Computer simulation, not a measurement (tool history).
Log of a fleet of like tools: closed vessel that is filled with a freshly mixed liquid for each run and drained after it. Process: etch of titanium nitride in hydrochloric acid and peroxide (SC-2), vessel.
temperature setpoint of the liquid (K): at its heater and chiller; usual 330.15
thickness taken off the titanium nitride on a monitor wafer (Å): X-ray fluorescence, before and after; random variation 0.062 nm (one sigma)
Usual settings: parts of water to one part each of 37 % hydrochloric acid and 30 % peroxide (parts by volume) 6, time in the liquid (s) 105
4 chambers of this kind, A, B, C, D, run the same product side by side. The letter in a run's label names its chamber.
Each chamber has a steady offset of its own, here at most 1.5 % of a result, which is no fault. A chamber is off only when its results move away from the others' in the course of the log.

| run | hour | temperature setpoint of the liquid (K) | parts of water to one part each of 37 % hydrochloric acid and 30 % peroxide (parts by volume) | time in the liquid (s) | read-back film thickness of the titanium nitride reference wafer, read on the same gauge (nm) | thickness taken off the titanium nitride on a monitor wafer (Å) |
|---|---|---|---|---|---|---|
| 1A | 2.9 | 330.15 | 6 | 105 | 150.00 | 74.118 |
| 2C | 8.3 | 330.15 | 6 | 105 | 149.97 | 75.583 |
| 3B | 12.1 | 330.15 | 6 | 105 | 149.97 | 75.252 |
| 4D | 16.4 | 330.15 | 6 | 105 | 150.03 | 75.897 |
| 5A | 22.3 | 330.15 | 6 | 105 | 149.97 | 73.530 |
| 6D | 28.0 | 323.65 | 6 | 105 | 150.01 | 49.104 |
| 7B | 32.1 | 323.65 | 6 | 105 | 150.03 | 49.262 |
| 8C | 37.3 | 323.65 | 6 | 105 | 149.97 | 49.582 |
| 9B | 43.2 | 323.65 | 6 | 105 | 150.00 | 49.821 |
| 10C | 46.5 | 330.15 | 6 | 105 | 149.95 | 75.889 |
| 11A | 52.2 | 330.15 | 6 | 105 | 150.00 | 74.607 |
| 12D | 57.3 | 330.15 | 6 | 105 | 150.00 | 74.557 |
| 13D | 63.7 | 330.15 | 6 | 105 | 149.99 | 74.710 |
| 14C | 68.6 | 330.15 | 6 | 105 | 149.98 | 74.804 |
| 15B | 72.4 | 330.15 | 6 | 105 | 150.02 | 75.930 |
| 16A | 77.2 | 330.15 | 6 | 85 | 150.03 | 59.475 |
| 17A | 83.7 | 330.15 | 6 | 85 | 149.98 | 59.554 |
| 18C | 88.4 | 330.15 | 6 | 85 | 150.02 | 61.830 |
| 19B | 93.2 | 330.15 | 6 | 85 | 150.02 | 61.449 |
| 20D | 99.4 | 330.15 | 4 | 150 | 150.03 | 138.850 |
| 21D | 104.7 | 330.15 | 4 | 150 | 149.97 | 136.870 |
| 22A | 110.1 | 330.15 | 4 | 150 | 150.00 | 141.400 |
| 23B | 116.6 | 330.15 | 4 | 150 | 149.99 | 144.560 |
| 24C | 122.9 | 330.15 | 6 | 105 | 149.98 | 75.598 |
| 25D | 127.5 | 330.15 | 6 | 105 | 150.00 | 71.860 |
| 26B | 131.2 | 322.65 | 6 | 135 | 149.95 | 58.829 |
| 27C | 137.5 | 322.65 | 6 | 135 | 150.00 | 59.379 |
| 28A | 141.2 | 322.65 | 6 | 135 | 150.02 | 59.541 |
| 29D | 145.5 | 322.65 | 6 | 135 | 149.99 | 56.343 |
| 30A | 150.3 | 330.15 | 6 | 105 | 150.00 | 73.537 |
| 31C | 153.8 | 330.15 | 6 | 65 | 149.99 | 45.711 |
| 32B | 157.2 | 330.15 | 6 | 65 | 149.98 | 46.878 |
| 33C | 160.9 | 330.15 | 6 | 65 | 150.02 | 46.451 |
| 34D | 166.3 | 330.15 | 6 | 65 | 150.02 | 42.602 |
| 35A | 172.2 | 330.15 | 6 | 105 | 150.02 | 74.395 |
| 36B | 178.7 | 330.15 | 6 | 105 | 150.01 | 75.100 |
| 37C | 183.2 | 325.15 | 6 | 50 | 150.01 | 25.976 |
| 38A | 186.3 | 325.15 | 6 | 50 | 149.99 | 25.541 |
| 39B | 189.5 | 325.15 | 6 | 50 | 150.01 | 26.073 |
|  | 192.7 | chamber D: new drum of peroxide connected |
| 40D | 193.2 | 325.15 | 6 | 50 | 149.97 | 23.622 |
| 41B | 197.0 | 330.15 | 6 | 105 | 150.03 | 75.102 |
| 42C | 203.2 | 330.15 | 6 | 105 | 150.01 | 74.397 |
| 43A | 208.3 | 330.15 | 6 | 105 | 150.01 | 74.272 |

Next, every chamber runs the same settings. What will each give?
| 44A | 213.0 | 330.15 | 6 | 40 |  | ? |
| 44B | 213.0 | 330.15 | 6 | 40 |  | ? |
| 44C | 213.0 | 330.15 | 6 | 40 |  | ? |
| 44D | 213.0 | 330.15 | 6 | 40 |  | ? |

| run | thickness taken off the titanium nitride on a monitor wafer (Å) |
|---|---|
| 44A | 28.508 |
| 44B | 28.855 |
| 44C | 28.025 |
| 44D | 25.762 |
